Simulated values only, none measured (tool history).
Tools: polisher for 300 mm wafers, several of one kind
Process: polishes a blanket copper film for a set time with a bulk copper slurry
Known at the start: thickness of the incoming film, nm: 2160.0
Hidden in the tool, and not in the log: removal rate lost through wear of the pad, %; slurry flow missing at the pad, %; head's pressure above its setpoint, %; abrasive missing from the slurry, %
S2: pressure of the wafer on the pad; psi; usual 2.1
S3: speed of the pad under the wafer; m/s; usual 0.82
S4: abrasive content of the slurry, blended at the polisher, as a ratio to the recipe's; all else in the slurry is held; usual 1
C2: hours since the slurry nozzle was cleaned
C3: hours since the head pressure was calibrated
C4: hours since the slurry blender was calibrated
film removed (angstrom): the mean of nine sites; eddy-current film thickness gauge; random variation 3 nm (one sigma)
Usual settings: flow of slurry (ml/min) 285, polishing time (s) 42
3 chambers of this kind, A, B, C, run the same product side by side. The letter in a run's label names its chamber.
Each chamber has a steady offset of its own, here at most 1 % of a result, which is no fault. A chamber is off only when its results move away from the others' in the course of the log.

Run 1C, hour 3.0: usual settings; wafers polished on this pad 310; C2 559.8; C3 811.5; C4 300.0. Result: film removed (angstrom) 2288.7.
Run 2A, hour 6.6: usual settings; wafers polished on this pad 271; C2 204.8; C3 1166.2; C4 146.8. Result: film removed (angstrom) 2243.4.
Run 3B, hour 12.3: usual settings; wafers polished on this pad 459; C2 301.0; C3 530.0; C4 171.0. Result: film removed (angstrom) 2237.4.
Run 4C, hour 17.7: usual settings; wafers polished on this pad 480; C2 574.5; C3 826.2; C4 314.7. Result: film removed (angstrom) 2270.5.
Run 5A, hour 22.1: usual settings; wafers polished on this pad 450; C2 220.3; C3 1181.7; C4 162.3. Result: film removed (angstrom) 2256.9.
Run 6B, hour 26.6: usual settings; wafers polished on this pad 625; C2 315.3; C3 544.3; C4 185.3. Result: film removed (angstrom) 2252.0.
At hour 26.9: chamber A: worn pad replaced by a new one.
Run 7A, hour 30.0: usual settings; wafers polished on this pad 36; C2 228.2; C3 1189.6; C4 170.2. Result: film removed (angstrom) 2200.1.
Run 8C, hour 32.9: usual settings; wafers polished on this pad 656; C2 589.7; C3 841.4; C4 329.9. Result: film removed (angstrom) 2227.9.
Run 9B, hour 38.3: usual settings; wafers polished on this pad 760; C2 327.0; C3 556.0; C4 197.0. Result: film removed (angstrom) 2148.3.
At hour 41.7: chamber C: worn pad replaced by a new one.
Run 10C, hour 44.0: usual settings; wafers polished on this pad 27; C2 600.8; C3 852.5; C4 341.0. Result: film removed (angstrom) 2288.2.
Run 11B, hour 49.0: usual settings; wafers polished on this pad 884; C2 337.7; C3 566.7; C4 207.7. Result: film removed (angstrom) 2201.9.
Run 12A, hour 54.2: usual settings; wafers polished on this pad 316; C2 252.4; C3 1213.8; C4 194.4. Result: film removed (angstrom) 2254.6.
Run 13A, hour 56.9: usual settings; wafers polished on this pad 347; C2 255.1; C3 1216.5; C4 197.1. Result: film removed (angstrom) 2222.7.
Run 14C, hour 60.0: usual settings; wafers polished on this pad 212; C2 616.8; C3 868.5; C4 357.0. Result: film removed (angstrom) 2303.8.
Run 15B, hour 62.7: usual settings; wafers polished on this pad 1043; C2 351.4; C3 580.4; C4 221.4. Result: film removed (angstrom) 2110.7.
Run 16A, hour 65.9: usual settings; wafers polished on this pad 451; C2 264.1; C3 1225.5; C4 206.1. Result: film removed (angstrom) 2231.7.
Run 17B, hour 71.5: usual settings; wafers polished on this pad 1145; C2 360.2; C3 589.2; C4 230.2. Result: film removed (angstrom) 2195.0.
Run 18C, hour 74.3: usual settings; wafers polished on this pad 378; C2 631.1; C3 882.8; C4 371.3. Result: film removed (angstrom) 2228.4.
Run 19B, hour 78.9: usual settings; wafers polished on this pad 1230; C2 367.6; C3 596.6; C4 237.6. Result: film removed (angstrom) 2122.6.
At hour 79.2: chamber A: worn pad replaced by a new one.
At hour 84.0: chamber C: head pressure recalibrated.
Run 20C, hour 84.5: usual settings; wafers polished on this pad 496; C2 641.3; C3 0.5; C4 381.5. Result: film removed (angstrom) 2280.4.
Run 21A, hour 89.5: usual settings; wafers polished on this pad 120; C2 287.7; C3 1249.1; C4 229.7. Result: film removed (angstrom) 2280.8.
Run 22C, hour 93.7: usual settings; wafers polished on this pad 602; C2 650.5; C3 9.7; C4 390.7. Result: film removed (angstrom) 2315.4.
Run 23A, hour 97.3: usual settings; wafers polished on this pad 210; C2 295.5; C3 1256.9; C4 237.5. Result: film removed (angstrom) 2177.7.
Run 24B, hour 102.3: usual settings; wafers polished on this pad 1501; C2 391.0; C3 620.0; C4 261.0. Result: film removed (angstrom) 2044.3.
Run 25B, hour 106.4: usual settings; wafers polished on this pad 1549; C2 395.1; C3 624.1; C4 265.1. Result: film removed (angstrom) 2098.9.
At hour 106.5: chamber C: worn pad replaced by a new one.
Run 26C, hour 110.5: usual settings; wafers polished on this pad 46; C2 667.3; C3 26.5; C4 407.5. Result: film removed (angstrom) 2292.0.
Run 27A, hour 114.6: usual settings; wafers polished on this pad 410; C2 312.8; C3 1274.2; C4 254.8. Result: film removed (angstrom) 2228.9.
At hour 118.2: chamber B: slurry nozzle cleaned.
Run 28A, hour 119.1: usual settings; wafers polished on this pad 462; C2 317.3; C3 1278.7; C4 259.3. Result: film removed (angstrom) 2253.2.
Run 29B, hour 123.5: usual settings; wafers polished on this pad 1747; C2 5.3; C3 641.2; C4 282.2. Result: film removed (angstrom) 2036.5.
At hour 124.0: chamber B: head pressure recalibrated.
At hour 125.1: chamber A: worn pad replaced by a new one.
Run 30C, hour 126.3: usual settings; wafers polished on this pad 229; C2 683.1; C3 42.3; C4 423.3. Result: film removed (angstrom) 2259.0.
Run 31A, hour 130.2: usual settings but polishing time (s) 53; wafers polished on this pad 59; C2 328.4; C3 1289.8; C4 270.4. Result: film removed (angstrom) 2815.0.
Run 32B, hour 133.8: usual settings but polishing time (s) 53; wafers polished on this pad 1866; C2 15.6; C3 9.8; C4 292.5. Result: film removed (angstrom) 2539.1.

Next, every chamber runs the same settings. What will each give?
Run 33A, hour 138.0: usual settings. Result: film removed (angstrom) ?.
Run 33B, hour 138.0: usual settings. Result: film removed (angstrom) ?.
Run 33C, hour 138.0: usual settings. Result: film removed (angstrom) ?.

run  film removed (angstrom)
33A                   2233.3
33B                   2042.0
33C                   2257.9
